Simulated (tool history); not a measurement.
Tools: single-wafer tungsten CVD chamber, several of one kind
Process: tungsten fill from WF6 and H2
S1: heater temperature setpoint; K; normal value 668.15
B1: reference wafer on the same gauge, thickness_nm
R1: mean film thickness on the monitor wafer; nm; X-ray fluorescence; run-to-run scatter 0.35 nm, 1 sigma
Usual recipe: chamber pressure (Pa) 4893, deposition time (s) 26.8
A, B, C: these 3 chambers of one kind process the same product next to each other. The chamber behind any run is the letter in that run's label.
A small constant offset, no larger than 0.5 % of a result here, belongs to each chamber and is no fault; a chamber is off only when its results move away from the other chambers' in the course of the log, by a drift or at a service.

run 1B hour=9.8 | S1=668.15 chamber_pressure_(Pa)=4893 deposition_time_(s)=26.8 | B1=73.187 | R1=77.267
run 2A hour=18.9 | S1=668.15 chamber_pressure_(Pa)=4893 deposition_time_(s)=26.8 | B1=73.171 | R1=78.04
run 3C hour=26.3 | S1=668.15 chamber_pressure_(Pa)=4893 deposition_time_(s)=26.8 | B1=73.283 | R1=77.691
run 4C hour=41.1 | S1=668.15 chamber_pressure_(Pa)=4893 deposition_time_(s)=26.8 | B1=73.221 | R1=77.827
run 5B hour=54.3 | S1=661.15 chamber_pressure_(Pa)=5266 deposition_time_(s)=26.8 | B1=73.2 | R1=69.978
run 6A hour=67.6 | S1=661.15 chamber_pressure_(Pa)=5266 deposition_time_(s)=26.8 | B1=73.198 | R1=69.635
run 7A hour=75.6 | S1=661.15 chamber_pressure_(Pa)=5266 deposition_time_(s)=26.8 | B1=73.245 | R1=71.051
-- hour=84 chamber C: thermocouple changed; heater temperature recalibrated
run 8B hour=86.2 | S1=668.15 chamber_pressure_(Pa)=4893 deposition_time_(s)=26.8 | B1=73.256 | R1=77.843
run 9C hour=97.8 | S1=682.15 chamber_pressure_(Pa)=4893 deposition_time_(s)=26.8 | B1=73.235 | R1=99.385
run 10C hour=110.8 | S1=682.15 chamber_pressure_(Pa)=4893 deposition_time_(s)=26.8 | B1=73.24 | R1=98.832
run 11B hour=123.3 | S1=682.15 chamber_pressure_(Pa)=4893 deposition_time_(s)=26.8 | B1=73.093 | R1=100.43
run 12A hour=130.3 | S1=668.15 chamber_pressure_(Pa)=4893 deposition_time_(s)=26.8 | B1=73.256 | R1=78.72
run 13C hour=143.1 | S1=668.15 chamber_pressure_(Pa)=4893 deposition_time_(s)=26.8 | B1=73.174 | R1=77.71
run 14A hour=158.7 | S1=668.15 chamber_pressure_(Pa)=4893 deposition_time_(s)=26.8 | B1=73.196 | R1=78.506
-- hour=165 chamber B: thermocouple changed; heater temperature recalibrated
run 15B hour=170.4 | S1=668.15 chamber_pressure_(Pa)=4893 deposition_time_(s)=26.8 | B1=73.175 | R1=75.858
run 16C hour=181.4 | S1=668.15 chamber_pressure_(Pa)=4893 deposition_time_(s)=26.8 | B1=73.204 | R1=77.89
run 17A hour=192.3 | S1=668.15 chamber_pressure_(Pa)=4893 deposition_time_(s)=26.8 | B1=73.264 | R1=78.403
run 18B hour=203.1 | S1=668.15 chamber_pressure_(Pa)=4893 deposition_time_(s)=26.8 | B1=73.232 | R1=75.989
run 19C hour=217.8 | S1=668.15 chamber_pressure_(Pa)=4893 deposition_time_(s)=26.8 | B1=73.162 | R1=77.748
run 20A hour=229.6 | S1=668.15 chamber_pressure_(Pa)=4893 deposition_time_(s)=26.8 | B1=73.204 | R1=77.881
run 21B hour=242.6 | S1=668.15 chamber_pressure_(Pa)=4893 deposition_time_(s)=26.8 | B1=73.3 | R1=75.33
run 22C hour=256.3 | S1=668.15 chamber_pressure_(Pa)=4893 deposition_time_(s)=26.8 | B1=73.206 | R1=77.039
run 23B hour=271.3 | S1=668.15 chamber_pressure_(Pa)=4893 deposition_time_(s)=26.8 | B1=73.185 | R1=76.165
run 24A hour=279.4 | S1=668.15 chamber_pressure_(Pa)=4893 deposition_time_(s)=26.8 | B1=73.156 | R1=77.526
run 25B hour=290.8 | S1=677.15 chamber_pressure_(Pa)=4893 deposition_time_(s)=26.8 | B1=73.122 | R1=90.085
run 26C hour=302.4 | S1=677.15 chamber_pressure_(Pa)=4893 deposition_time_(s)=26.8 | B1=73.174 | R1=91.319
run 27A hour=315.3 | S1=677.15 chamber_pressure_(Pa)=4893 deposition_time_(s)=26.8 | B1=73.165 | R1=91.739
run 28C hour=325.7 | S1=668.15 chamber_pressure_(Pa)=4893 deposition_time_(s)=22.1 | B1=73.174 | R1=63.69
run 29A hour=335.2 | S1=668.15 chamber_pressure_(Pa)=4893 deposition_time_(s)=22.1 | B1=73.235 | R1=64.599
run 30B hour=342.8 | S1=668.15 chamber_pressure_(Pa)=4893 deposition_time_(s)=22.1 | B1=73.221 | R1=62.138
run 31B hour=355.2 | S1=668.15 chamber_pressure_(Pa)=4893 deposition_time_(s)=26.8 | B1=73.126 | R1=75.735
run 32A hour=365 | S1=668.15 chamber_pressure_(Pa)=4893 deposition_time_(s)=26.8 | B1=73.218 | R1=77.345
run 33C hour=372.1 | S1=668.15 chamber_pressure_(Pa)=4893 deposition_time_(s)=26.8 | B1=73.282 | R1=77.848

For the next run the whole fleet of 3 chambers uses the same settings. Give each chamber's results:
run 34A hour=383.4 | S1=659.15 chamber_pressure_(Pa)=4893 deposition_time_(s)=26.8 | R1=?
run 34B hour=383.4 | S1=659.15 chamber_pressure_(Pa)=4893 deposition_time_(s)=26.8 | R1=?
run 34C hour=383.4 | S1=659.15 chamber_pressure_(Pa)=4893 deposition_time_(s)=26.8 | R1=?

run=34A R1=65.585
run=34B R1=63.46
run=34C R1=65.467
